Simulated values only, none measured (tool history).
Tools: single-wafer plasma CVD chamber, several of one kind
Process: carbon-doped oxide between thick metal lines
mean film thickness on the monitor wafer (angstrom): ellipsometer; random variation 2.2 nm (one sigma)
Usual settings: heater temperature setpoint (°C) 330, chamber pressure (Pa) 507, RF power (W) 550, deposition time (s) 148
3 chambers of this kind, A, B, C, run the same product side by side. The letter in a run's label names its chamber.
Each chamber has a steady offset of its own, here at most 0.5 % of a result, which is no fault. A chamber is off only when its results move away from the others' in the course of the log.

run,hour,heater temperature setpoint (°C),chamber pressure (Pa),RF power (W),deposition time (s),"read-back reference wafer on the same gauge, thickness_nm",mean film thickness on the monitor wafer (angstrom)
1B,12.5,330,507,550,148,715.30,8067.5
2A,21.7,330,507,550,148,714.97,8013.9
3C,30.1,330,507,550,148,714.44,8071.6
4C,37.4,330,507,550,148,714.72,8065.8
5A,50.8,330,507,550,148,715.07,8010.4
6B,61.6,330,507,550,148,715.32,8065.3
7C,71.0,330,507,550,148,715.00,8083.3
8B,82.2,330,507,550,148,714.84,8029.6
9A,93.5,342,507,550,130,715.11,6761.6
10B,102.0,342,507,550,130,714.79,6784.5
11A,111.4,342,507,550,130,714.83,6815.0
12C,117.9,330,507,550,148,715.30,8048.3
13A,127.1,330,507,550,148,714.59,8075.7
14C,140.5,330,507,550,148,715.17,8050.0
# hour 146.6: chamber C: capacitance manometer re-zeroed and calibrated
15B,150.7,330,507,550,148,715.30,8100.4
16B,165.1,330,507,550,148,715.34,8042.8
17C,179.6,330,507,550,148,714.99,8070.1
18A,192.9,330,507,550,148,714.79,8039.8
19A,202.8,317,507,550,135,715.01,7678.3
20C,212.5,317,507,550,135,714.81,7694.3
21B,227.1,317,507,550,135,715.16,7657.6
22C,234.5,330,507,550,148,714.65,8079.7
23B,246.6,330,507,550,148,714.83,8026.4
24A,256.6,330,507,550,148,714.98,7999.9
25B,263.6,330,507,550,148,714.88,8033.5
26A,271.5,330,507,550,148,715.78,7995.9
27C,284.4,330,507,550,148,714.96,8055.2
# hour 289.4: chamber C: thermocouple changed; heater temperature recalibrated
28C,295.2,330,507,550,148,714.80,8057.1
29B,302.1,330,507,550,148,715.54,8032.3
30A,312.2,330,507,550,166,715.21,8958.4
31A,321.6,330,507,550,166,714.30,8986.0
32C,330.2,330,507,550,166,714.98,9027.7
33B,339.5,330,507,550,148,715.17,8058.0
34A,353.6,330,507,550,148,715.18,8016.9
35B,366.2,330,507,550,148,715.14,8014.5
36C,380.5,330,507,550,148,714.52,8026.9
37B,388.7,330,507,550,148,714.90,8046.3
38A,402.3,330,507,550,148,715.17,8047.8
# hour 413.9: chamber A: thermocouple changed; heater temperature recalibrated
# hour 414.3: chamber C: RF generator calibrated
39C,414.6,326,507,550,173,714.99,9548.8
40C,421.9,326,507,550,173,714.81,9540.6
41A,433.8,326,507,550,173,715.19,9527.6
42B,445.8,330,507,550,148,715.03,8041.5

All 3 chambers run these settings next. Forecast each chamber's results:
43A,456.3,330,507,550,148,,?
43B,456.3,330,507,550,148,,?
43C,456.3,330,507,550,148,,?

run,mean film thickness on the monitor wafer (angstrom)
43A,8029.4
43B,8046.3
43C,8090.3
